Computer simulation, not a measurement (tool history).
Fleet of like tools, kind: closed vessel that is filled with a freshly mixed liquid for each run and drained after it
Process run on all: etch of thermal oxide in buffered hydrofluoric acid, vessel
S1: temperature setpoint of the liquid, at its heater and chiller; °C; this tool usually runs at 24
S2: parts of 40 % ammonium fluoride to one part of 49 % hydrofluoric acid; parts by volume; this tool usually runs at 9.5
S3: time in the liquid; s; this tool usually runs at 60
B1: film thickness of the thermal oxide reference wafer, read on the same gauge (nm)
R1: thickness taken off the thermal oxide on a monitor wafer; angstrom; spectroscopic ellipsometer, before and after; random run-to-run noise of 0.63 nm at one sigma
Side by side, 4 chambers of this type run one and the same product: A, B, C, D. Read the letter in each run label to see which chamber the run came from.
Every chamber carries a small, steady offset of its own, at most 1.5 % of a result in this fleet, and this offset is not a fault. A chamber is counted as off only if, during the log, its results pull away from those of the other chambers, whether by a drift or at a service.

run 1C hour=6.4 | S1=24 S2=9.5 S3=60 | B1=60.049 | R1=685.80
run 2A hour=15.2 | S1=24 S2=9.5 S3=60 | B1=59.991 | R1=696.87
run 3B hour=23.1 | S1=24 S2=9.5 S3=60 | B1=59.996 | R1=687.19
run 4D hour=27.8 | S1=24 S2=9.5 S3=60 | B1=59.978 | R1=693.19
run 5A hour=37.7 | S1=24 S2=9.5 S3=60 | B1=60.004 | R1=695.44
run 6D hour=47.6 | S1=28 S2=9.5 S3=85 | B1=60.005 | R1=1209.10
run 7C hour=55.4 | S1=28 S2=9.5 S3=85 | B1=59.981 | R1=1210.60
run 8B hour=62.4 | S1=28 S2=9.5 S3=85 | B1=59.981 | R1=1216.10
run 9D hour=67.0 | S1=28 S2=9.5 S3=85 | B1=59.983 | R1=1198.20
run 10A hour=75.4 | S1=24 S2=9.5 S3=60 | B1=60.003 | R1=699.85
run 11B hour=83.7 | S1=22 S2=12.0 S3=60 | B1=59.990 | R1=491.72
run 12C hour=89.0 | S1=22 S2=12.0 S3=60 | B1=59.984 | R1=501.34
run 13B hour=98.6 | S1=22 S2=12.0 S3=60 | B1=59.975 | R1=505.90
run 14C hour=109.3 | S1=22 S2=12.0 S3=60 | B1=59.988 | R1=495.52
run 15D hour=114.0 | S1=24 S2=9.5 S3=60 | B1=60.049 | R1=693.10
run 16A hour=121.7 | S1=24 S2=9.5 S3=60 | B1=59.984 | R1=709.41
run 17A hour=129.9 | S1=24 S2=9.5 S3=60 | B1=60.028 | R1=686.31
run 18B hour=138.7 | S1=24 S2=9.5 S3=40 | B1=60.040 | R1=455.30
run 19C hour=148.7 | S1=24 S2=9.5 S3=40 | B1=60.017 | R1=456.24
run 20D hour=154.6 | S1=24 S2=9.5 S3=40 | B1=59.984 | R1=462.17
run 21C hour=163.3 | S1=24 S2=9.5 S3=40 | B1=60.000 | R1=464.16
run 22D hour=168.0 | S1=24 S2=9.5 S3=60 | B1=59.992 | R1=703.58
run 23A hour=177.9 | S1=24 S2=9.5 S3=30 | B1=59.995 | R1=346.43
-- hour=183.4 chamber C: thermometer replaced
run 24B hour=188.2 | S1=24 S2=9.5 S3=30 | B1=59.984 | R1=340.51
run 25B hour=193.7 | S1=24 S2=9.5 S3=30 | B1=60.028 | R1=344.57
run 26D hour=201.4 | S1=24 S2=9.5 S3=30 | B1=59.972 | R1=358.93
run 27C hour=208.3 | S1=24 S2=9.5 S3=60 | B1=59.981 | R1=694.10
run 28A hour=217.7 | S1=24 S2=9.5 S3=60 | B1=60.040 | R1=698.40
run 29D hour=224.1 | S1=24 S2=9.5 S3=60 | B1=60.031 | R1=725.50
run 30B hour=231.3 | S1=24 S2=9.5 S3=60 | B1=59.981 | R1=702.80
run 31C hour=236.4 | S1=24 S2=9.5 S3=60 | B1=60.028 | R1=672.52
-- hour=236.7 chamber B: hydrofluoric acid flow meter replaced
run 32A hour=241.5 | S1=24 S2=9.5 S3=60 | B1=59.996 | R1=701.84
run 33A hour=246.3 | S1=24 S2=9.5 S3=60 | B1=59.984 | R1=692.40
run 34C hour=256.2 | S1=24 S2=9.5 S3=60 | B1=60.009 | R1=686.07
run 35B hour=261.0 | S1=24 S2=9.5 S3=60 | B1=59.960 | R1=688.30
run 36D hour=271.6 | S1=24 S2=9.5 S3=60 | B1=59.980 | R1=726.98
run 37A hour=278.7 | S1=24 S2=9.5 S3=60 | B1=60.035 | R1=687.36
run 38C hour=288.1 | S1=24 S2=9.5 S3=60 | B1=59.977 | R1=695.28
run 39B hour=293.3 | S1=24 S2=9.5 S3=60 | B1=60.057 | R1=689.44
run 40D hour=301.3 | S1=24 S2=9.5 S3=60 | B1=60.031 | R1=740.30
run 41A hour=309.8 | S1=24 S2=9.5 S3=60 | B1=60.013 | R1=689.81
run 42B hour=316.4 | S1=24 S2=9.5 S3=60 | B1=59.957 | R1=680.52

For the next run the whole fleet of 4 chambers uses the same settings. Give each chamber's results:
run 43A hour=324.1 | S1=24 S2=9.5 S3=60 | R1=?
run 43B hour=324.1 | S1=24 S2=9.5 S3=60 | R1=?
run 43C hour=324.1 | S1=24 S2=9.5 S3=60 | R1=?
run 43D hour=324.1 | S1=24 S2=9.5 S3=60 | R1=?

run=43A R1=707.96
run=43B R1=685.10
run=43C R1=687.76
run=43D R1=754.25

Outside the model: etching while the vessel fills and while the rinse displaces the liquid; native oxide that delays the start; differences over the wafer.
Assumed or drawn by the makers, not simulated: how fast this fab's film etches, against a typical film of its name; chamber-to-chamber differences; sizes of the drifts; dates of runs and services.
